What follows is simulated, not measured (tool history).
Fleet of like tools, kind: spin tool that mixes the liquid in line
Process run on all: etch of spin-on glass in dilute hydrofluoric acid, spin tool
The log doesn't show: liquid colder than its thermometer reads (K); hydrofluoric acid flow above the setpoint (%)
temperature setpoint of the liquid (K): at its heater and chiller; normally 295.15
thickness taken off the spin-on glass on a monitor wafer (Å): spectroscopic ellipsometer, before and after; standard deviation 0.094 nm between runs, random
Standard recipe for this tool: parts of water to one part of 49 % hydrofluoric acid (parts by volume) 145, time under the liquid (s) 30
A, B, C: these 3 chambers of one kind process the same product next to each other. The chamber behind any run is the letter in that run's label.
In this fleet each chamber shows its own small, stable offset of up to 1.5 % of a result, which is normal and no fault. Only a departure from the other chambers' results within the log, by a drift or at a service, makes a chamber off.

| run | hour | temperature setpoint of the liquid (K) | parts of water to one part of 49 % hydrofluoric acid (parts by volume) | time under the liquid (s) | hours since the thermometer was replaced | hours since the hydrofluoric acid flow meter was replaced | read-back film thickness of the spin-on glass reference wafer, read on the same gauge (nm) | thickness taken off the spin-on glass on a monitor wafer (Å) |
|---|---|---|---|---|---|---|---|---|
| 1A | 6.8 | 295.15 | 145 | 30 | 1034.7 | 576.7 | 40 | 101.76 |
| 2B | 14.7 | 295.15 | 145 | 30 | 406.1 | 173.2 | 40.017 | 103.09 |
| 3C | 22.1 | 295.15 | 145 | 30 | 1722.2 | 1191.9 | 39.999 | 101.12 |
| 4C | 28.3 | 295.15 | 145 | 30 | 1728.4 | 1198.1 | 40.009 | 101.62 |
| 5B | 35.7 | 295.15 | 145 | 30 | 427.1 | 194.2 | 39.994 | 102.96 |
| 6A | 42.2 | 295.15 | 145 | 30 | 1070.1 | 612.1 | 40.022 | 106.77 |
| 7A | 47.7 | 295.15 | 145 | 30 | 1075.6 | 617.6 | 39.99 | 105.58 |
| 8C | 57.2 | 298.15 | 145 | 30 | 1757.3 | 1227 | 39.988 | 112.06 |
| 9B | 66.4 | 298.15 | 145 | 30 | 457.8 | 224.9 | 40.005 | 114.95 |
| 10B | 74.7 | 298.15 | 145 | 30 | 466.1 | 233.2 | 40.029 | 115.27 |
| 11C | 80.5 | 295.15 | 145 | 30 | 1780.6 | 1250.3 | 39.991 | 99.114 |
| 12A | 87.9 | 297.65 | 145 | 30 | 1115.8 | 657.8 | 40.015 | 120.07 |
| 13A | 94.8 | 297.65 | 145 | 30 | 1122.7 | 664.7 | 39.974 | 119.98 |
| 14B | 104 | 297.65 | 145 | 30 | 495.4 | 262.5 | 40.002 | 110.93 |
| 15C | 109.7 | 295.15 | 145 | 30 | 1809.8 | 1279.5 | 39.985 | 100.01 |
| 16A | 114.6 | 295.15 | 145 | 30 | 1142.5 | 684.5 | 39.987 | 110.78 |
| 17B | 121.2 | 295.15 | 145 | 30 | 512.6 | 279.7 | 39.996 | 100.83 |
| 18C | 129.1 | 292.65 | 120 | 30 | 1829.2 | 1298.9 | 39.982 | 113.85 |
| 19B | 134.2 | 292.65 | 120 | 30 | 525.6 | 292.7 | 40.016 | 115.57 |
| 20A | 142.6 | 292.65 | 120 | 30 | 1170.5 | 712.5 | 39.992 | 127.28 |

Has any chamber moved away from the others, gradually or after a service, or does the common gauge drift, or do the chambers differ only by their own small steady offsets? State the chamber and the most likely cause if one applies.

Chamber A drifts away from the others.
Most likely cause: hydrofluoric acid flow above the setpoint (%) = 8.61.
It could be hard to tell apart here from: liquid hotter than its thermometer reads (K).

Chamber A could run next with any of the 4 candidate recipes listed below; each alters the usual settings, and their results appear as question marks. Which one brings its results back in line with what the other chambers deliver on the usual settings?
Counts as in line when no further than this from what the other chambers average on the usual settings: thickness taken off the spin-on glass on a monitor wafer (Å) 3.3
| 21A-1 | 150 | 295.15 | 140 | 30 |  |  |  | ? |
| 21A-2 | 150 | 294.65 | 155 | 30 |  |  |  | ? |
| 21A-3 | 150 | 295.65 | 135 | 30 |  |  |  | ? |
| 21A-4 | 150 | 295.15 | 150 | 30 |  |  |  | ? |

Mean of the other chambers on the usual settings: thickness taken off the spin-on glass on a monitor wafer (Å) 101.83
| run | thickness taken off the spin-on glass on a monitor wafer (Å) |
|---|---|
| 21A-1 | 117.39 |
| 21A-2 | 102.41 |
| 21A-3 | 124.81 |
| 21A-4 | 108.5 |
With 21A-2, the chamber falls back in line with the rest.

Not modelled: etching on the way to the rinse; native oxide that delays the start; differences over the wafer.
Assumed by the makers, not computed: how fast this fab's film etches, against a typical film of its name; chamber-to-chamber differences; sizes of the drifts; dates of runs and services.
